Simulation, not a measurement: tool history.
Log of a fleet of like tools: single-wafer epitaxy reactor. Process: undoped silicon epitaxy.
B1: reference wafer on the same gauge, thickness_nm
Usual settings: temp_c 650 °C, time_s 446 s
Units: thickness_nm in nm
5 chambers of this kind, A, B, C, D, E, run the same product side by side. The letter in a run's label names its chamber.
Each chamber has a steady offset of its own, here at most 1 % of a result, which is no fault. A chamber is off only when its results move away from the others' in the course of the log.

Run 1A, day 0.288: usual settings; B1 74.203. Result: thickness_nm 75.437 nm.
Run 2C, day 0.538: usual settings; B1 74.235. Result: thickness_nm 74.202 nm.
Run 3D, day 0.7: usual settings; B1 74.167. Result: thickness_nm 74.247 nm.
Run 4E, day 0.954: usual settings; B1 74.205. Result: thickness_nm 74.095 nm.
Run 5B, day 1.204: usual settings; B1 74.247. Result: thickness_nm 74.395 nm.
Run 6D, day 1.517: usual settings; B1 74.198. Result: thickness_nm 74.592 nm.
Run 7A, day 1.762: usual settings; B1 74.18. Result: thickness_nm 75.798 nm.
Run 8E, day 2.071: usual settings; B1 74.17. Result: thickness_nm 73.722 nm.
Run 9B, day 2.279: usual settings but temp_c 657 °C, time_s 511 s; B1 74.113. Result: thickness_nm 98.663 nm.
Run 10C, day 2.554: usual settings but temp_c 657 °C, time_s 511 s; B1 74.304. Result: thickness_nm 98.731 nm.
Run 11A, day 2.767: usual settings but temp_c 657 °C, time_s 511 s; B1 74.196. Result: thickness_nm 100.71 nm.
Run 12B, day 2.954: usual settings but temp_c 657 °C, time_s 511 s; B1 74.216. Result: thickness_nm 99.659 nm.
Run 13E, day 3.254: usual settings but temp_c 657 °C, time_s 511 s; B1 74.218. Result: thickness_nm 98.941 nm.
Run 14D, day 3.421: usual settings; B1 74.183. Result: thickness_nm 74.619 nm.
Run 15C, day 3.625: usual settings; B1 74.212. Result: thickness_nm 74.365 nm.
Run 16C, day 3.896: usual settings; B1 74.231. Result: thickness_nm 74.714 nm.
Run 17B, day 4.196: usual settings; B1 74.18. Result: thickness_nm 74.661 nm.
Run 18A, day 4.412: usual settings; B1 74.206. Result: thickness_nm 75.893 nm.
Run 19E, day 4.596: usual settings; B1 74.206. Result: thickness_nm 74.441 nm.
Run 20D, day 4.842: usual settings; B1 74.19. Result: thickness_nm 74.716 nm.
At day 4.879: chamber E: pyrometer calibrated.
Run 21A, day 5.133: usual settings; B1 74.151. Result: thickness_nm 75.462 nm.
Run 22E, day 5.317: usual settings but temp_c 640 °C, time_s 398 s; B1 74.183. Result: thickness_nm 52.144 nm.
Run 23C, day 5.483: usual settings but temp_c 640 °C, time_s 398 s; B1 74.192. Result: thickness_nm 53.398 nm.
Run 24D, day 5.796: usual settings but temp_c 640 °C, time_s 398 s; B1 74.129. Result: thickness_nm 53.198 nm.
Run 25B, day 5.996: usual settings but temp_c 640 °C, time_s 398 s; B1 74.166. Result: thickness_nm 53.317 nm.
Run 26E, day 6.221: usual settings but temp_c 640 °C, time_s 398 s; B1 74.141. Result: thickness_nm 51.809 nm.
Run 27D, day 6.508: usual settings but time_s 494 s; B1 74.222. Result: thickness_nm 82.798 nm.
Run 28A, day 6.717: usual settings but time_s 494 s; B1 74.185. Result: thickness_nm 83.571 nm.
Run 29C, day 6.892: usual settings but time_s 494 s; B1 74.226. Result: thickness_nm 82.55 nm.
Run 30B, day 7.138: usual settings but time_s 494 s; B1 74.125. Result: thickness_nm 82.658 nm.
Run 31A, day 7.433: usual settings but time_s 494 s; B1 74.182. Result: thickness_nm 83.255 nm.
Run 32B, day 7.792: usual settings; B1 74.174. Result: thickness_nm 74.475 nm.
Run 33E, day 8.025: usual settings; B1 74.194. Result: thickness_nm 72.313 nm.
Run 34C, day 8.242: usual settings; B1 74.251. Result: thickness_nm 74.234 nm.

What goes on in this fleet: one chamber off, a drifting gauge, or nothing beyond the chambers' own small offsets? Name the chamber and the cause, if any.

A service left chamber E off against the others.
Cause: wafer temperature below the value expected at the setpoint (K) = 1.03.

Here are 4 candidates for chamber E's next run, each the usual settings with a change, their results left as question marks. Which one brings its results back in line with what the others give on the usual settings?
In line means no further than this from the other chambers' mean on the usual settings: thickness_nm 0.9 nm
Run 35E-1, day 8.5: usual settings but temp_c 651 °C, time_s 450 s. Result: thickness_nm ?.
Run 35E-2, day 8.5: usual settings but time_s 423 s. Result: thickness_nm ?.
Run 35E-3, day 8.5: usual settings but time_s 433 s. Result: thickness_nm ?.
Run 35E-4, day 8.5: usual settings but temp_c 652 °C, time_s 451 s. Result: thickness_nm ?.

The other chambers' mean on the usual settings: thickness_nm 74.78 nm
  run  thickness_nm
35E-1         74.74
35E-2        68.726
35E-3        70.351
35E-4         76.57
35E-1 brings the chamber back in line.

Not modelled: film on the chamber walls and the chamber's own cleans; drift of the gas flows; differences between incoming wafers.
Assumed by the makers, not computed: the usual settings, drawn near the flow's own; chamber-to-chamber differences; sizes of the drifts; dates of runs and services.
